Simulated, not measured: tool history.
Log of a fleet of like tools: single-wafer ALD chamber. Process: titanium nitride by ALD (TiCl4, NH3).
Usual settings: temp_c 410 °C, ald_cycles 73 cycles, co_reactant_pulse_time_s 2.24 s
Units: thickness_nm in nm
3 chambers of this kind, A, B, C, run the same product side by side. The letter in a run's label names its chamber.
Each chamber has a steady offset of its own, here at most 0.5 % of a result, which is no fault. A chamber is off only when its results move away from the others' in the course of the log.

run,hour,temp_c,ald_cycles,co_reactant_pulse_time_s,"read-back reference wafer on the same gauge, thickness_nm",thickness_nm
1A,8.4,410,73,2.24,1.4613,1.6274
2B,14.9,410,73,2.24,1.4604,1.6345
3C,24.9,410,73,2.24,1.4607,1.6170
4B,36.6,410,73,2.24,1.4600,1.6282
5A,42.6,410,73,2.24,1.4610,1.6239
6C,49.9,402,66,2.24,1.4586,1.4648
7C,55.4,402,66,2.24,1.4610,1.4461
8A,66.2,402,66,2.24,1.4592,1.4580
9B,72.4,410,73,2.24,1.4608,1.6143
10B,79.7,410,78,2.24,1.4612,1.7410
11A,87.7,410,78,2.24,1.4604,1.7521
12C,93.0,410,78,2.24,1.4604,1.7366
13A,99.7,410,73,2.24,1.4602,1.6301
14B,106.1,410,86,2.24,1.4612,1.9218
15C,117.6,410,86,2.24,1.4603,1.9058
16A,125.2,410,86,2.24,1.4609,1.8836
17B,135.9,410,73,2.24,1.4605,1.6408
18C,142.5,410,73,2.24,1.4612,1.6162
19A,152.6,410,73,2.24,1.4594,1.6195
20B,162.5,410,73,2.24,1.4596,1.6288
21C,168.6,410,73,2.24,1.4585,1.6295
22A,176.7,410,73,2.24,1.4580,1.6293
23C,187.6,410,73,2.24,1.4586,1.6242
24B,194.9,410,73,2.24,1.4601,1.6262
25C,204.6,410,73,2.24,1.4594,1.6319
26A,212.3,410,73,2.24,1.4595,1.6223
27B,222.1,410,73,2.24,1.4612,1.6312

Is one chamber off against the others, does the gauge drift, or is nothing wrong? If a chamber is off, say which, and what the likeliest cause is.

No chamber stands off beyond its own small offset, and the gauge holds steady.

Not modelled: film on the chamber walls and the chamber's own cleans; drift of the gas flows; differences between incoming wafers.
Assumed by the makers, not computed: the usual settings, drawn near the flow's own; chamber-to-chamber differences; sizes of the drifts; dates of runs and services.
